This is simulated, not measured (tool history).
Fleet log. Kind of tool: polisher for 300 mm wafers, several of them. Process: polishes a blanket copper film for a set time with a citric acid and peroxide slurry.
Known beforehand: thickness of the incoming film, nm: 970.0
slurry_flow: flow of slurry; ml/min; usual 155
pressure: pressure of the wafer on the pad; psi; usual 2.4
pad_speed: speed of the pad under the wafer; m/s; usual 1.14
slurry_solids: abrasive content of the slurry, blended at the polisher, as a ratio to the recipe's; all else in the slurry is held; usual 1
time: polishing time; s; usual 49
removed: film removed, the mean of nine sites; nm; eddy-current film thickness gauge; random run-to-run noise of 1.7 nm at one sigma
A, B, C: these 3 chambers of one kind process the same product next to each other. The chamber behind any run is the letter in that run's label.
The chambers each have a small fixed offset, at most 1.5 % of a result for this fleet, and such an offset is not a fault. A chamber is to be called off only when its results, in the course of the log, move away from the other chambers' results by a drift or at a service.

At hour 6.4: chamber A: worn pad replaced by a new one.
Run 1C, hour 10.2: usual settings. Result: removed 123.96 nm.
Run 2A, hour 16: usual settings. Result: removed 118.93 nm.
Run 3B, hour 22.4: usual settings. Result: removed 119.44 nm.
Run 4A, hour 31.3: usual settings. Result: removed 122.39 nm.
At hour 34: chamber B: slurry blender recalibrated.
Run 5B, hour 40.5: usual settings but pressure 1.9 psi, slurry_solids 0.8. Result: removed 91.655 nm.
Run 6C, hour 48.2: usual settings but pressure 1.9 psi, slurry_solids 0.8. Result: removed 90.537 nm.
At hour 53.2: chamber B: worn pad replaced by a new one.
Run 7B, hour 58.8: usual settings but pressure 1.9 psi, slurry_solids 0.8. Result: removed 91.028 nm.
At hour 65.6: chamber A: slurry nozzle cleaned.
Run 8C, hour 66.4: usual settings. Result: removed 121.03 nm.
At hour 74.1: chamber A: worn pad replaced by a new one.
Run 9A, hour 74.3: usual settings. Result: removed 120.45 nm.
Run 10A, hour 84.1: usual settings but slurry_solids 0.75, time 40 s. Result: removed 88.9 nm.
Run 11B, hour 91.9: usual settings but slurry_solids 0.75, time 40 s. Result: removed 92.362 nm.
Run 12C, hour 97: usual settings but slurry_solids 0.75, time 40 s. Result: removed 90.602 nm.
Run 13C, hour 107.7: usual settings. Result: removed 118.04 nm.
Run 14B, hour 117.6: usual settings. Result: removed 117.37 nm.
At hour 120: chamber B: worn pad replaced by a new one.
Run 15A, hour 124.3: usual settings. Result: removed 116.85 nm.
At hour 129: chamber B: slurry nozzle cleaned.
At hour 134.2: chamber C: slurry nozzle cleaned.
At hour 135.1: chamber A: worn pad replaced by a new one.
Run 16A, hour 135.3: usual settings. Result: removed 114.15 nm.
At hour 143.4: chamber B: slurry blender recalibrated.
Run 17B, hour 146.2: usual settings. Result: removed 120.77 nm.
Run 18C, hour 155.7: usual settings but slurry_solids 1.15, time 62 s. Result: removed 142.88 nm.
Run 19B, hour 165.5: usual settings but slurry_solids 1.15, time 62 s. Result: removed 155.9 nm.
Run 20A, hour 172.2: usual settings but slurry_solids 1.15, time 62 s. Result: removed 153.8 nm.

What goes on in this fleet: one chamber off, a drifting gauge, or nothing beyond the chambers' own small offsets? Name the chamber and the cause, if any.

Little by little, chamber C moves away from the other chambers.
Most likely cause: removal rate lost through wear of the pad, % = 8.37.
The log might look much the same if the cause were instead: head's pressure below its setpoint, %; abrasive missing from the slurry, %.

Below are 4 candidate recipes for chamber C's next run, each the usual settings with a change, their results shown as question marks. Which of them brings C's results back in line with what the other chambers give on the usual settings?
Allowed miss from the other chambers' usual-settings mean, per result, to count as in line: removed 5.9 nm
Run 21C-1, hour 180.5: usual settings but pad_speed 1.24 m/s. Result: removed ?.
Run 21C-2, hour 180.5: usual settings but pressure 2.2 psi, time 45 s. Result: removed ?.
Run 21C-3, hour 180.5: usual settings but time 57 s. Result: removed ?.
Run 21C-4, hour 180.5: usual settings but slurry_flow 125 ml/min, slurry_solids 0.8. Result: removed ?.

The mean the other chambers reach with the usual settings: removed 119.02 nm
  run  removed
21C-1    121.1
21C-2   94.331
21C-3   129.94
21C-4   102.13
21C-1 brings the chamber back in line.
